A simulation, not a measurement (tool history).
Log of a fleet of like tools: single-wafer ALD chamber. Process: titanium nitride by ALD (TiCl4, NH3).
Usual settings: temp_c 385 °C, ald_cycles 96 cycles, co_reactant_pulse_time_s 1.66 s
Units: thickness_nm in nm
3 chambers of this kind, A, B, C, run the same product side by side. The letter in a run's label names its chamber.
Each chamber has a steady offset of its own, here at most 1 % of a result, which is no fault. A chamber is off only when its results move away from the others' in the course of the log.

run	hour	temp_c	ald_cycles	co_reactant_pulse_time_s	read-back reference wafer on the same gauge, thickness_nm	thickness_nm
1A	8.6	385	96	1.66	1.8702	2.0737
2B	17.4	385	96	1.66	1.8709	2.0713
3C	23.4	385	96	1.66	1.8713	2.0505
4C	29.0	385	96	1.66	1.8720	2.0516
5B	36.3	385	96	1.66	1.8713	2.0723
6A	44.0	385	96	1.66	1.8726	2.0746
7C	51.9	385	96	1.66	1.8721	2.0526
8B	56.3	385	96	1.66	1.8730	2.0707
9A	62.5	385	96	1.66	1.8724	2.0750
10C	70.2	385	111	1.66	1.8737	2.3758
11B	74.6	385	111	1.66	1.8730	2.4008
12A	80.5	385	111	1.66	1.8733	2.4000
13C	89.4	385	96	1.66	1.8740	2.0574
14A	94.3	385	96	1.66	1.8739	2.0718
15B	100.6	385	96	1.66	1.8746	2.0781
16B	107.5	385	96	1.66	1.8744	2.0776
17C	114.0	385	96	1.66	1.8753	2.0596
18A	122.9	385	96	1.66	1.8760	2.0774
19B	132.1	378	96	1.66	1.8758	2.0614
20A	138.4	378	96	1.66	1.8760	2.0587
21C	145.9	378	96	1.66	1.8767	2.0414
22B	151.3	374	104	1.66	1.8771	2.2178
23A	157.5	374	104	1.66	1.8771	2.2197
24C	166.6	374	104	1.66	1.8780	2.2011
25C	171.6	371	96	1.92	1.8774	2.0434
26A	175.6	371	96	1.92	1.8773	2.0597
27B	184.2	371	96	1.92	1.8775	2.0555
28C	188.5	385	96	1.66	1.8784	2.0638
29B	197.4	375	110	1.66	1.8788	2.3549
30A	205.4	375	110	1.66	1.8793	2.3542
31C	214.1	375	110	1.66	1.8798	2.3352
32A	222.5	385	96	1.66	1.8800	2.0836
33B	227.8	385	96	1.66	1.8800	2.0823

What goes on in this fleet: one chamber off, a drifting gauge, or nothing beyond the chambers' own small offsets? Name the chamber and the cause, if any.

The gauge drifts, so all chambers seem to drift together. No chamber is off.
Cause: gauge reads high (%) = 0.553.
